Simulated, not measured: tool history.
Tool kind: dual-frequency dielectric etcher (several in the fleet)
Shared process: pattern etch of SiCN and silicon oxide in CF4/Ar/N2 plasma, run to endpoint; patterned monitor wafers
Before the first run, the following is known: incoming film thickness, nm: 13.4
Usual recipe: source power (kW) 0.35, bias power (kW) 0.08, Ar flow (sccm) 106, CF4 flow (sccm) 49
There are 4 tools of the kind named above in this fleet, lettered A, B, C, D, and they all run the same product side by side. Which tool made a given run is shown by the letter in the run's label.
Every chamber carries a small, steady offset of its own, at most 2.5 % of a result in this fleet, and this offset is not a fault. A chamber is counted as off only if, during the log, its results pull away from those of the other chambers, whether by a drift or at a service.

run   hour  source power (kW)  bias power (kW)  Ar flow (sccm)  CF4 flow (sccm)  endpoint time (s)
 1B    6.8               0.35             0.08             106               49             19.879
 2C   20.5               0.35             0.08             106               49             19.795
 3D   30.1               0.35             0.08             106               49             19.893
 4A   42.4               0.35             0.08             106               49             19.344
 5B   53.9               0.35             0.08             106               49             19.952
 6C   66.4               0.35             0.08             106               49             19.862
 7A   75.4               0.35             0.08             106               49             19.424
 8D   82.8               0.35            0.096             106               49             18.578
 9B   95.3               0.35            0.096             106               49             18.599
10C    104               0.35            0.096             106               49             18.557
11D    112               0.35            0.096             106               49             18.671
12A  121.3               0.35             0.08             106               49             19.524
13D  133.8               0.35             0.08             106               49             19.997
14A  142.8               0.35             0.08             106               49             19.458
15C  154.1               0.35             0.08             106               49             19.821
     162.6  -- chamber D: wet clean of the chamber
16B  164.4               0.35             0.08             106               49             19.842
17A  172.3               0.35             0.08             106               49             19.451
18B  183.7               0.35             0.08             106               49             19.634
19C  196.5                0.3             0.08             106               49             22.688
20D  206.1                0.3             0.08             106               49             22.906
21D  220.4                0.3             0.08             106               49             22.889
22B  231.7                0.3             0.08             106               49             22.361
23C  239.3               0.35             0.08             106               49             19.836
24A  246.1               0.35             0.08             106               49             19.437
25D  254.4               0.35             0.08             106               49             20.136
26C  266.8               0.35             0.08             106               49             19.756
     268.4  -- chamber C: source power generator calibrated
27B    276               0.35             0.08             106               49             19.396
28A  289.9                0.4            0.065             106               49             18.652
29C  300.3                0.4            0.065             106               49             19.082
30B  307.6                0.4            0.065             106               49               18.5
31D  318.4                0.4            0.065             106               49             19.183
32A  328.8               0.35             0.08             106               49             19.414
33D  342.7               0.35             0.08             106               49             20.123
34B  350.6               0.35             0.08             106               49               19.2
35A  363.9               0.35             0.08             106               49             19.474
36C  377.8               0.35             0.08             106               49             19.698
37A    385               0.35             0.08             106               49             19.536
38B  394.7               0.35             0.08             106               49             19.187
39D  403.4               0.44            0.097             106               49             15.169

Next, all 4 chambers run the settings below, one line each with question marks for the results. What does each chamber give?
40A  414.1               0.35             0.08             106               49                  ?
40B  414.1               0.35             0.08             106               49                  ?
40C  414.1               0.35             0.08             106               49                  ?
40D  414.1               0.35             0.08             106               49                  ?

run  endpoint time (s)
40A              19.39
40B             19.162
40C             19.864
40D              19.97
